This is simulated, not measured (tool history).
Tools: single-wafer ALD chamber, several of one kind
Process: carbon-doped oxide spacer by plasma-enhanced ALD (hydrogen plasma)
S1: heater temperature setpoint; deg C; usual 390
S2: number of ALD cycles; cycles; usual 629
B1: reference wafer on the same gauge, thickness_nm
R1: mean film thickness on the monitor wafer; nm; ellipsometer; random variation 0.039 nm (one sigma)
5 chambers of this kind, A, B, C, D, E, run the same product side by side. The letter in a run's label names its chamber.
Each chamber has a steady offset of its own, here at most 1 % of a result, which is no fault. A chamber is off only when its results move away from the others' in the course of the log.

run 1E hour=13.1 | S1=390 S2=629 | B1=36.006 | R1=31.660
run 2D hour=22.8 | S1=390 S2=629 | B1=36.022 | R1=31.547
run 3C hour=37.9 | S1=390 S2=629 | B1=36.007 | R1=31.147
run 4A hour=45.1 | S1=390 S2=629 | B1=36.010 | R1=31.536
run 5B hour=55.1 | S1=383 S2=577 | B1=36.014 | R1=29.077
run 6B hour=69.1 | S1=383 S2=577 | B1=36.032 | R1=28.964
run 7A hour=83.6 | S1=383 S2=577 | B1=36.045 | R1=28.935
run 8C hour=93.5 | S1=383 S2=577 | B1=36.036 | R1=28.602
run 9E hour=108.4 | S1=383 S2=577 | B1=36.031 | R1=29.068
run 10D hour=116.1 | S1=390 S2=629 | B1=36.041 | R1=31.732
run 11B hour=124.4 | S1=390 S2=629 | B1=36.041 | R1=31.620
run 12A hour=131.7 | S1=390 S2=629 | B1=36.043 | R1=31.594
run 13C hour=144.0 | S1=390 S2=629 | B1=36.058 | R1=31.281
run 14E hour=158.9 | S1=390 S2=629 | B1=36.058 | R1=31.719
run 15D hour=168.9 | S1=403 S2=729 | B1=36.060 | R1=36.308
run 16C hour=175.7 | S1=403 S2=729 | B1=36.058 | R1=35.915
run 17A hour=187.7 | S1=403 S2=729 | B1=36.076 | R1=36.298
run 18D hour=199.8 | S1=403 S2=729 | B1=36.074 | R1=36.237
run 19E hour=209.8 | S1=403 S2=729 | B1=36.077 | R1=36.572
run 20B hour=219.9 | S1=390 S2=629 | B1=36.080 | R1=31.663
run 21E hour=232.2 | S1=390 S2=629 | B1=36.086 | R1=31.769
run 22B hour=246.2 | S1=390 S2=629 | B1=36.083 | R1=31.745
-- hour=257.0 chamber C: thermocouple changed; heater temperature recalibrated
run 23D hour=261.1 | S1=390 S2=629 | B1=36.094 | R1=31.704
run 24A hour=274.9 | S1=390 S2=629 | B1=36.093 | R1=31.631
run 25C hour=289.2 | S1=390 S2=629 | B1=36.091 | R1=31.272
run 26A hour=303.8 | S1=401 S2=703 | B1=36.115 | R1=35.268
run 27D hour=317.1 | S1=401 S2=703 | B1=36.101 | R1=35.275
run 28C hour=327.9 | S1=401 S2=703 | B1=36.127 | R1=34.914
run 29E hour=337.9 | S1=401 S2=703 | B1=36.126 | R1=35.390
run 30B hour=347.3 | S1=401 S2=703 | B1=36.119 | R1=35.309
run 31A hour=359.6 | S1=390 S2=629 | B1=36.134 | R1=31.726
run 32E hour=372.8 | S1=386 S2=629 | B1=36.123 | R1=31.751
run 33D hour=382.3 | S1=386 S2=629 | B1=36.138 | R1=31.691
run 34C hour=389.7 | S1=386 S2=629 | B1=36.133 | R1=31.387
run 35B hour=402.6 | S1=386 S2=629 | B1=36.139 | R1=31.725
run 36D hour=416.5 | S1=386 S2=629 | B1=36.150 | R1=31.681
run 37C hour=423.4 | S1=390 S2=629 | B1=36.152 | R1=31.384
run 38E hour=435.0 | S1=390 S2=629 | B1=36.157 | R1=31.836
run 39B hour=444.8 | S1=390 S2=629 | B1=36.149 | R1=31.730
run 40A hour=454.3 | S1=390 S2=629 | B1=36.164 | R1=31.777
run 41D hour=465.7 | S1=390 S2=629 | B1=36.178 | R1=31.748
-- hour=466.8 chamber E: thermocouple changed; heater temperature recalibrated
run 42C hour=479.9 | S1=390 S2=629 | B1=36.180 | R1=31.341
run 43B hour=488.3 | S1=390 S2=629 | B1=36.180 | R1=31.735
run 44E hour=501.1 | S1=390 S2=629 | B1=36.173 | R1=31.790

Is one chamber off against the others, does the gauge drift, or is nothing wrong? If a chamber is off, say which, and what the likeliest cause is.

The gauge drifts, so all chambers seem to drift together. No chamber is off.
Cause: gauge reads high (%) = 0.512.
